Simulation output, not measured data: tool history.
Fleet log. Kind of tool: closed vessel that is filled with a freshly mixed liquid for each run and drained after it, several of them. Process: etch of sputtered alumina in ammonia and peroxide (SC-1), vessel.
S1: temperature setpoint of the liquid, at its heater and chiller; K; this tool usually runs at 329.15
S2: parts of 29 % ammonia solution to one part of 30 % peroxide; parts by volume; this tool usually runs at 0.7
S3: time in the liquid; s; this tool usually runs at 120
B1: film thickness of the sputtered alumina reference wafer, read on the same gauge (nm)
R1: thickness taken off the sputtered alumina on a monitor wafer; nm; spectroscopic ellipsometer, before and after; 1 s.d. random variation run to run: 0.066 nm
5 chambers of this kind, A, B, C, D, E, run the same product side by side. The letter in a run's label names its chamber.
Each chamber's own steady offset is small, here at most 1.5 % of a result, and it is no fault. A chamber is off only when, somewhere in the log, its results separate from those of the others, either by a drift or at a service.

run	hour	S1	S2	S3	B1	R1
1B	7.1	329.15	0.7	120	129.97	10.869
2A	14.7	329.15	0.7	120	129.98	11.192
3C	24.6	329.15	0.7	120	130.03	11.242
# hour 34.3: chamber B: thermometer replaced
4E	36.1	329.15	0.7	120	130.02	10.945
5D	48.9	329.15	0.7	120	129.99	11.038
6E	57.1	337.15	0.7	95	130.03	13.046
7B	70	337.15	0.7	95	129.99	13.075
8D	81.4	337.15	0.7	95	130.03	12.952
9A	91.3	337.15	0.7	95	129.96	13.377
10C	99.1	337.15	0.7	95	129.96	13.554
11B	107.7	329.15	0.7	120	130	10.88
12A	115.8	326.15	0.7	80	130.03	6.2286
13C	123.5	326.15	0.7	80	129.94	6.3648
14E	131.8	326.15	0.7	80	129.98	6.1669
15D	138.1	326.15	0.7	80	130.03	6.2445
16E	148.1	326.15	0.7	80	130.01	6.2222
17A	157.3	329.15	0.7	120	129.98	11.019
18B	164.1	329.15	0.7	120	130.06	10.979
19C	170.1	329.15	0.7	120	129.99	11.196
20D	179.2	329.15	0.7	120	129.99	10.991
21D	186.6	329.15	0.7	120	130	11.002
22E	198.8	329.15	0.7	120	129.96	10.963
23B	207.6	329.15	0.4	120	130.01	10.359
24A	216.1	329.15	0.4	120	130.01	10.235
25C	228.3	329.15	0.4	120	130	10.698
26B	238.1	329.15	0.4	120	129.98	10.337
27C	247.5	329.15	0.4	120	129.95	10.582
28D	257.9	329.15	0.7	120	130.03	10.9
29E	266.3	329.15	0.7	120	129.99	10.91
30A	277.7	329.15	0.55	160	130.01	14.028
# hour 281.5: chamber A: new drum of ammonia solution connected
# hour 284.8: chamber C: thermometer replaced
31A	287.8	329.15	0.55	160	130.01	13.981
32C	300.7	329.15	0.55	160	130.01	14.714
# hour 305: chamber C: ammonia flow meter replaced
33E	312.1	329.15	0.55	160	129.97	14.35
34B	323.7	329.15	0.55	160	130.04	14.257
35D	330.1	329.15	0.7	120	130.01	10.948
36E	340.1	329.15	0.7	120	130.03	10.942
37A	346.9	324.15	0.7	120	129.96	8.0067
# hour 357: chamber D: thermometer replaced
38B	357	324.15	0.7	120	129.97	8.4872
39D	364.9	324.15	0.7	120	130.04	8.474
40C	374.8	324.15	0.7	120	130.02	8.5311
41E	382.6	324.15	0.7	120	129.97	8.4346
42A	391.6	329.15	0.7	120	130.01	10.531
43B	403.6	329.15	0.7	120	130.05	11.017

Next, every chamber runs the same settings. What will each give?
44A	412.8	329.15	0.7	120		?
44B	412.8	329.15	0.7	120		?
44C	412.8	329.15	0.7	120		?
44D	412.8	329.15	0.7	120		?
44E	412.8	329.15	0.7	120		?

run	R1
44A	10.463
44B	11.071
44C	11.224
44D	10.98
44E	10.878
